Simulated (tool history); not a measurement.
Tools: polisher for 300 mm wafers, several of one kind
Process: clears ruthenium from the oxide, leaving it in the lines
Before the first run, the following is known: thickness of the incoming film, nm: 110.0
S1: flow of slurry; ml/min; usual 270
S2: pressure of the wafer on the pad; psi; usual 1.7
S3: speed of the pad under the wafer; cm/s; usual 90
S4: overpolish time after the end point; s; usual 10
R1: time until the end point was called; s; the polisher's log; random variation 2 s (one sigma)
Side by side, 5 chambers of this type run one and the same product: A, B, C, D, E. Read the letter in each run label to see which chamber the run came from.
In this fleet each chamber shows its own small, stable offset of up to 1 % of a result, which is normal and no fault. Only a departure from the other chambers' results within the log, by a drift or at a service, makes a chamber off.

Run 1D, hour 7.9: usual settings. Result: R1 138.14 s.
Run 2B, hour 17.5: usual settings. Result: R1 134.69 s.
At hour 22.8: chamber A: worn pad replaced by a new one.
Run 3E, hour 28.2: usual settings. Result: R1 138.62 s.
Run 4C, hour 37.2: usual settings. Result: R1 138.51 s.
At hour 40.2: chamber B: slurry nozzle cleaned.
At hour 45.7: chamber D: worn pad replaced by a new one.
Run 5A, hour 46.5: usual settings. Result: R1 140.38 s.
At hour 51.1: chamber C: worn pad replaced by a new one.
Run 6D, hour 60.6: usual settings. Result: R1 136.61 s.
At hour 63.6: chamber E: worn pad replaced by a new one.
Run 7B, hour 69: usual settings but S3 58 cm/s, S4 8 s. Result: R1 207.87 s.
Run 8E, hour 83.5: usual settings but S3 58 cm/s, S4 8 s. Result: R1 213.22 s.
At hour 85.3: chamber D: slurry nozzle cleaned.
At hour 88.9: chamber B: worn pad replaced by a new one.
Run 9C, hour 94: usual settings but S3 58 cm/s, S4 8 s. Result: R1 219.56 s.
At hour 106.5: chamber E: slurry nozzle cleaned.
Run 10A, hour 107.8: usual settings but S3 58 cm/s, S4 8 s. Result: R1 212.55 s.
Run 11C, hour 116: usual settings but S3 58 cm/s, S4 8 s. Result: R1 221.55 s.
Run 12A, hour 127.1: usual settings but S2 1.4 psi, S3 62 cm/s. Result: R1 244.69 s.
Run 13B, hour 142.2: usual settings but S2 1.4 psi, S3 62 cm/s. Result: R1 243.94 s.
At hour 154.1: chamber C: worn pad replaced by a new one.
Run 14D, hour 156: usual settings but S2 1.4 psi, S3 62 cm/s. Result: R1 244.55 s.
At hour 156.4: chamber E: worn pad replaced by a new one.
Run 15E, hour 167.7: usual settings but S2 1.4 psi, S3 62 cm/s. Result: R1 242.04 s.
Run 16A, hour 176: usual settings but S2 1.4 psi, S3 62 cm/s. Result: R1 246.87 s.
Run 17B, hour 186.7: usual settings. Result: R1 135.71 s.
Run 18E, hour 196.6: usual settings. Result: R1 142.2 s.
At hour 197.8: chamber D: worn pad replaced by a new one.
At hour 206.7: chamber A: slurry nozzle cleaned.
Run 19C, hour 210.3: usual settings. Result: R1 137.36 s.
At hour 211.1: chamber D: head pressure recalibrated.
At hour 211.4: chamber A: worn pad replaced by a new one.
Run 20D, hour 218.7: usual settings. Result: R1 140.82 s.
Run 21D, hour 228.6: usual settings. Result: R1 138.16 s.
At hour 239.8: chamber A: head pressure recalibrated.
Run 22E, hour 241.8: usual settings. Result: R1 139.13 s.
Run 23A, hour 254.7: usual settings. Result: R1 141.03 s.
At hour 259.2: chamber C: worn pad replaced by a new one.
At hour 266.5: chamber E: worn pad replaced by a new one.
Run 24C, hour 266.9: usual settings. Result: R1 138.98 s.
Run 25B, hour 281.6: usual settings. Result: R1 137.33 s.
At hour 289.3: chamber B: slurry nozzle cleaned.
Run 26D, hour 293.5: usual settings. Result: R1 138.24 s.
At hour 297.7: chamber B: worn pad replaced by a new one.
Run 27C, hour 308.4: usual settings. Result: R1 138.36 s.
Run 28E, hour 316.3: usual settings. Result: R1 135.46 s.
Run 29A, hour 326.9: usual settings. Result: R1 140.16 s.
Run 30B, hour 342.2: usual settings. Result: R1 139.8 s.
Run 31E, hour 352.5: usual settings but S1 315 ml/min, S2 2 psi. Result: R1 113.69 s.

The same settings go to every chamber for the next run, one line per chamber below. Forecast the results for each:
Run 32A, hour 364.2: usual settings. Result: R1 ?.
Run 32B, hour 364.2: usual settings. Result: R1 ?.
Run 32C, hour 364.2: usual settings. Result: R1 ?.
Run 32D, hour 364.2: usual settings. Result: R1 ?.
Run 32E, hour 364.2: usual settings. Result: R1 ?.

run      R1
32A  137.11
32B  138.74
32C  139.15
32D  136.82
32E  135.99
